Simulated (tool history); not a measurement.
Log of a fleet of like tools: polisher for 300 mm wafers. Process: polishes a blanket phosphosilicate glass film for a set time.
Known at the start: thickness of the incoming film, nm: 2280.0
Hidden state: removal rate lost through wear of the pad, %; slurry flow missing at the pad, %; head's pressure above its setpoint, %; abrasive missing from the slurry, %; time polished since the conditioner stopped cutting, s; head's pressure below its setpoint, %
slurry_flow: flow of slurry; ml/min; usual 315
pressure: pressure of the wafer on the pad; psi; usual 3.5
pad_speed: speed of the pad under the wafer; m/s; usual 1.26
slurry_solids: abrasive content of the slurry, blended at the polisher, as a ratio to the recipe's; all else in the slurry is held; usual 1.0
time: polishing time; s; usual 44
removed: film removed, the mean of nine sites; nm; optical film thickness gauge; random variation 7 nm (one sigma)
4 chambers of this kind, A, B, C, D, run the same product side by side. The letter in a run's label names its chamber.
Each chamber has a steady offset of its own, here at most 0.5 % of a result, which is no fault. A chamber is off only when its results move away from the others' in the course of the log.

run   hour  slurry_flow  pressure  pad_speed  slurry_solids  time  wafers polished on this pad  hours since the slurry nozzle was cleaned  hours since the head pressure was calibrated  hours since the slurry blender was calibrated  hours since the conditioning disc was replaced  removed
       0.7  -- chamber C: slurry blender recalibrated
 1D    5.8          315       3.5       1.26            1.0    44                          204                                      338.1                                         475.7                                           91.5                                           215.1   605.64
 2A   11.8          315       3.5       1.26            1.0    44                         1050                                      196.5                                         428.9                                          192.6                                           171.7   605.81
 3C   20.2          315       3.5       1.26            1.0    44                          598                                      506.0                                         327.3                                           19.5                                           277.3   600.90
 4B   28.6          315       3.5       1.26            1.0    44                          771                                       49.5                                         998.9                                          375.5                                           149.8   591.56
      31.5  -- chamber C: worn pad replaced by a new one
 5C   34.7          315       3.5       1.26            1.0    44                           20                                      520.5                                         341.8                                           34.0                                           291.8   600.58
      38.4  -- chamber C: slurry nozzle cleaned
      39.4  -- chamber B: worn pad replaced by a new one
 6D   43.5          315       3.5       1.26            1.0    44                          440                                      375.8                                         513.4                                          129.2                                           252.8   606.78
 7B   50.6          315       3.5       1.26            1.0    44                           70                                       71.5                                        1020.9                                          397.5                                           171.8   604.26
      51.6  -- chamber D: slurry blender recalibrated
 8A   55.0          315       3.5       1.26            1.0    44                         1320                                      239.7                                         472.1                                          235.8                                           214.9   589.93
      55.9  -- chamber B: conditioning disc replaced and pad reconditioned
      59.0  -- chamber A: conditioning disc replaced and pad reconditioned
 9A   60.1          315       3.5       1.26            1.0    44                         1352                                      244.8                                         477.2                                          240.9                                             1.2   594.24
10C   65.8          410       2.8       1.26            1.0    44                          214                                       27.4                                         372.9                                           65.1                                           322.9   493.63
11B   71.0          410       2.8       1.26            1.0    44                          197                                       91.9                                        1041.3                                          417.9                                            15.2   489.88
12D   78.9          410       2.8       1.26            1.0    44                          661                                      411.2                                         548.8                                           27.4                                           288.2   500.57
13B   84.3          410       2.8       1.26            1.0    44                          280                                      105.2                                        1054.6                                          431.2                                            28.5   479.31
      85.0  -- chamber A: worn pad replaced by a new one
14C   92.3          315       3.5       1.26            1.0    44                          380                                       53.9                                         399.4                                           91.6                                           349.4   597.02
15D   97.8          315       3.5       1.26            1.0    44                          779                                      430.1                                         567.7                                           46.3                                           307.1   601.55
16A  102.9          315       3.5       1.26            1.0    44                          112                                      287.6                                         520.0                                          283.7                                            44.0   605.16
     104.2  -- chamber A: slurry nozzle cleaned
17A  109.0          315       3.5       1.26            1.0    44                          150                                        4.9                                         526.1                                          289.8                                            50.1   590.99
     115.9  -- chamber B: slurry blender recalibrated
18C  118.7          315       3.5       1.26            1.0    44                          545                                       80.3                                         425.8                                          118.0                                           375.8   615.62
19D  124.1          315       3.5       1.10            1.2    44                          944                                      456.4                                         594.0                                           72.6                                           333.4   592.34
     125.1  -- chamber D: worn pad replaced by a new one
20B  129.3          315       3.5       1.10            1.2    44                          562                                      150.2                                        1099.6                                           13.5                                            73.5   578.02
21C  135.5          315       3.5       1.10            1.2    44                          650                                       97.1                                         442.6                                          134.8                                           392.6   586.58
     142.8  -- chamber A: head pressure recalibrated
22D  143.0          315       3.5       1.10            1.2    44                          112                                      475.3                                         612.9                                           91.5                                           352.3   589.74
     149.1  -- chamber C: worn pad replaced by a new one
     149.6  -- chamber B: worn pad replaced by a new one
23B  152.3          315       3.5       1.26            1.0    44                           17                                      173.2                                        1122.6                                           36.5                                            96.5   605.15
24A  162.0          315       3.5       1.26            1.0    44                          481                                       57.9                                          19.2                                          342.8                                           103.1   640.29
25B  167.8          315       3.5       1.26            1.0    44                          113                                      188.7                                        1138.1                                           52.0                                           112.0   593.29
26D  172.3          315       3.5       1.26            1.0    44                          295                                      504.6                                         642.2                                          120.8                                           381.6   601.04
27A  177.1          315       3.5       1.26            1.0    44                          576                                       73.0                                          34.3                                          357.9                                           118.2   643.96
28C  184.5          315       3.5       1.26            1.0    44                          221                                      146.1                                         491.6                                          183.8                                           441.6   594.09
     187.9  -- chamber C: slurry blender recalibrated
     189.4  -- chamber B: conditioning disc replaced and pad reconditioned
29C  193.5          315       3.5       1.26            1.0    44                          278                                      155.1                                         500.6                                            5.7                                           450.6   601.46
30B  200.7          315       3.5       1.26            1.0    44                          319                                      221.6                                        1171.0                                           84.9                                            11.4   603.76
     206.8  -- chamber B: slurry nozzle cleaned
31A  208.9          315       3.5       1.26            1.0    44                          774                                      104.8                                          66.1                                          389.7                                           150.0   634.32
     212.9  -- chamber D: slurry blender recalibrated
32D  214.3          315       3.5       1.26            1.0    44                          557                                      546.6                                         684.2                                            1.5                                           423.6   598.63
33D  223.5          315       3.5       1.26            1.0    44                          615                                      555.8                                         693.4                                           10.7                                           432.8   609.33
34C  229.4          315       3.5       1.26            1.0    44                          502                                      191.0                                         536.5                                           41.6                                           486.5   603.96
35B  238.8          315       3.5       1.26            1.0    44                          557                                       32.0                                        1209.1                                          123.0                                            49.5   594.13
36A  247.4          315       3.5       1.26            1.0    44                         1015                                      143.3                                         104.6                                          428.2                                           188.5   646.47
     252.4  -- chamber D: conditioning disc replaced and pad reconditioned
37A  253.5          315       3.5       1.50            1.0    44                         1053                                      149.4                                         110.7                                          434.3                                           194.6   730.34
     255.3  -- chamber B: worn pad replaced by a new one
38D  260.3          315       3.5       1.50            1.0    44                          845                                      592.6                                         730.2                                           47.5                                             8.0   691.19
39C  267.2          315       3.5       1.50            1.0    44                          738                                      228.8                                         574.3                                           79.4                                           524.3   706.20
     270.8  -- chamber A: slurry blender recalibrated
40B  273.4          315       3.5       1.50            1.0    44                          113                                       66.6                                        1243.7                                          157.6                                            84.1   688.80
41B  280.9          315       3.5       1.26            1.0    44                          160                                       74.1                                        1251.2                                          165.1                                            91.6   598.57
42C  285.7          315       3.5       1.26            1.0    44                          854                                      247.3                                         592.8                                           97.9                                           542.8   608.24
     288.4  -- chamber A: worn pad replaced by a new one
43A  290.7          315       3.5       1.26            1.0    44                           14                                      186.6                                         147.9                                           20.0                                           231.8   645.83
44D  297.9          315       3.5       1.26            1.0    44                         1080                                      630.2                                         767.8                                           85.1                                            45.6   613.23

Is one chamber off against the others, does the gauge drift, or is nothing wrong? If a chamber is off, say which, and what the likeliest cause is.

A service left chamber A off against the others.
Cause: head's pressure above its setpoint, % = 7.78.

Here are 4 candidates for chamber A's next run, each the usual settings with a change, their results left as question marks. Which one brings its results back in line with what the others give on the usual settings?
In line means no further than this from the other chambers' mean on the usual settings: removed 25.00 nm
45A-1  304.9          315       3.5       1.26            1.0    47                                                                                                                                                                                                                             ?
45A-2  304.9          315       3.5       1.22            1.0    42                                                                                                                                                                                                                             ?
45A-3  304.9          310       3.5       1.26            1.0    38                                                                                                                                                                                                                             ?
45A-4  304.9          315       3.5       1.26            1.0    51                                                                                                                                                                                                                             ?

The other chambers' mean on the usual settings: removed 601.89 nm
  run  removed
45A-1   692.65
45A-2   603.10
45A-3   559.24
45A-4   751.60
45A-2 brings the chamber back in line.

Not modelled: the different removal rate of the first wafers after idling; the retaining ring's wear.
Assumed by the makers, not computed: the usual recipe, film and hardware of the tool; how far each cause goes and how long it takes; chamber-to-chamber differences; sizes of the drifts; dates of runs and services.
